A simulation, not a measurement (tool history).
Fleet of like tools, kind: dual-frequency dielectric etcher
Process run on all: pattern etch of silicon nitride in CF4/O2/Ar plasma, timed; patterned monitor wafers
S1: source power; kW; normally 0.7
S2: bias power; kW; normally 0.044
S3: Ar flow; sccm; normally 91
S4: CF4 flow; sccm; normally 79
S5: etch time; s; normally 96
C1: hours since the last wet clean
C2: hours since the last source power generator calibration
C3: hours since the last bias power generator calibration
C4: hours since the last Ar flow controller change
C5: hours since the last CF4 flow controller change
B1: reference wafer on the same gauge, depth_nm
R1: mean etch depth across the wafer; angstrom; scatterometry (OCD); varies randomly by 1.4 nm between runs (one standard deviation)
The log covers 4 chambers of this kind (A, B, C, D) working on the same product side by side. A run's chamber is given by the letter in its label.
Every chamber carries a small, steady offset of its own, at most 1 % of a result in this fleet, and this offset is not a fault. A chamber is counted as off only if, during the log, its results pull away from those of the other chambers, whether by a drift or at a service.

run	hour	S1	S2	S3	S4	S5	C1	C2	C3	C4	C5	B1	R1
1A	4.8	0.7	0.044	91	79	96	132.5	401.7	3246	1415.9	431.3	257.95	2277.9
2C	13.1	0.7	0.044	91	79	96	122.4	1208.1	1057.4	1006.2	276.3	258.21	2309
3D	19.7	0.7	0.044	91	79	96	248.1	3182.9	2519.2	935.6	2736.5	257.63	2281.9
4B	26.1	0.7	0.044	91	79	96	433.7	3047.5	1995.5	2921	1008.4	257.85	2299.5
5B	31.5	0.7	0.044	91	79	96	439.1	3052.9	2000.9	2926.4	1013.8	257.86	2280.4
6A	39.1	0.7	0.044	91	79	96	166.8	436	3280.3	1450.2	465.6	257.7	2258.7
7C	45.8	0.7	0.044	91	79	96	155.1	1240.8	1090.1	1038.9	309	257.82	2255.1
8D	52.7	0.7	0.044	91	79	96	281.1	3215.9	2552.2	968.6	2769.5	258	2294
9D	59	0.7	0.048	91	79	96	287.4	3222.2	2558.5	974.9	2775.8	258.26	2359.4
10B	66.5	0.7	0.048	91	79	96	474.1	3087.9	2035.9	2961.4	1048.8	258.22	2342.7
# hour 69.9: chamber B: wet clean of the chamber
11C	73.4	0.7	0.048	91	79	96	182.7	1268.4	1117.7	1066.5	336.6	258.12	2378.8
12A	80.8	0.7	0.048	91	79	96	208.5	477.7	3322	1491.9	507.3	258.07	2345.7
13C	88	0.7	0.044	91	79	96	197.3	1283	1132.3	1081.1	351.2	257.6	2307.5
14D	95.7	0.7	0.044	91	79	96	324.1	3258.9	2595.2	1011.6	2812.5	258.16	2260.8
15A	103.8	0.7	0.044	91	79	96	231.5	500.7	3345	1514.9	530.3	257.89	2268.1
16B	109.4	0.7	0.044	91	79	96	39.5	3130.8	2078.8	3004.3	1091.7	258.06	2173.4
17C	117.2	0.7	0.044	91	79	96	226.5	1312.2	1161.5	1110.3	380.4	257.96	2284.9
18A	125.5	0.7	0.044	110	79	96	253.2	522.4	3366.7	1536.6	552	257.5	2218.8
19B	130.8	0.7	0.044	110	79	96	60.9	3152.2	2100.2	3025.7	1113.1	258.05	2113.6
20D	137.4	0.7	0.044	110	79	96	365.8	3300.6	2636.9	1053.3	2854.2	257.96	2222.2
21D	146.1	0.7	0.044	110	79	96	374.5	3309.3	2645.6	1062	2862.9	258.01	2236.8
22C	155.4	0.7	0.044	91	79	96	264.7	1350.4	1199.7	1148.5	418.6	257.94	2276.7
# hour 159.5: chamber B: source power generator calibrated
23A	159.8	0.7	0.044	91	79	96	287.5	556.7	3401	1570.9	586.3	258.15	2270.2
24B	168.5	0.7	0.044	91	79	96	98.6	9.1	2137.9	3063.4	1150.8	257.95	2174.5
25C	175.7	0.7	0.044	91	79	96	285	1370.7	1220	1168.8	438.9	258.15	2295.6
26D	183.2	0.7	0.044	91	79	96	411.6	3346.4	2682.7	1099.1	2900	257.71	2271.4
27B	191.6	0.7	0.044	91	79	96	121.7	32.2	2161	3086.5	1173.9	258.24	2148.9
28A	201	0.7	0.044	91	79	96	328.7	597.9	3442.2	1612.1	627.5	258.41	2265.3
29D	210.3	0.7	0.044	70	91	96	438.7	3373.5	2709.8	1126.2	2927.1	257.98	2440.4
30A	215	0.7	0.044	70	91	96	342.7	611.9	3456.2	1626.1	641.5	257.64	2382.4
31C	219.6	0.7	0.044	70	91	96	328.9	1414.6	1263.9	1212.7	482.8	257.67	2403.6
32B	226	0.7	0.044	70	91	96	156.1	66.6	2195.4	3120.9	1208.3	258.29	2281.5

Decide between three cases: one chamber stands off from its peers, the gauge reading all wafers drifts, or nothing is wrong past each chamber's small offset. Where a chamber is off, say which and what most likely put it there.

Chamber B came out of a service off from its peers and stayed that way.
Cause: etch rate under this chamber's usual, % = 5.05.

Below are 4 candidate recipes for chamber B's next run, each the usual settings with a change, their results shown as question marks. Which of them brings B's results back in line with what the other chambers give on the usual settings?
In line here means within this much of the mean the other chambers give on the usual settings: R1 51 angstrom
33B-1	233.1	0.78	0.044	91	79	96							?
33B-2	233.1	0.7	0.045	91	79	100.5							?
33B-3	233.1	0.7	0.043	91	79	91.5							?
33B-4	233.1	0.68	0.043	91	79	90.5							?

Mean of the other chambers on the usual settings: R1 2284.9 angstrom
run	R1
33B-1	2384.3
33B-2	2292
33B-3	2053.2
33B-4	1980.7
The answer is 33B-2, which returns the chamber to within the allowed miss of the others.

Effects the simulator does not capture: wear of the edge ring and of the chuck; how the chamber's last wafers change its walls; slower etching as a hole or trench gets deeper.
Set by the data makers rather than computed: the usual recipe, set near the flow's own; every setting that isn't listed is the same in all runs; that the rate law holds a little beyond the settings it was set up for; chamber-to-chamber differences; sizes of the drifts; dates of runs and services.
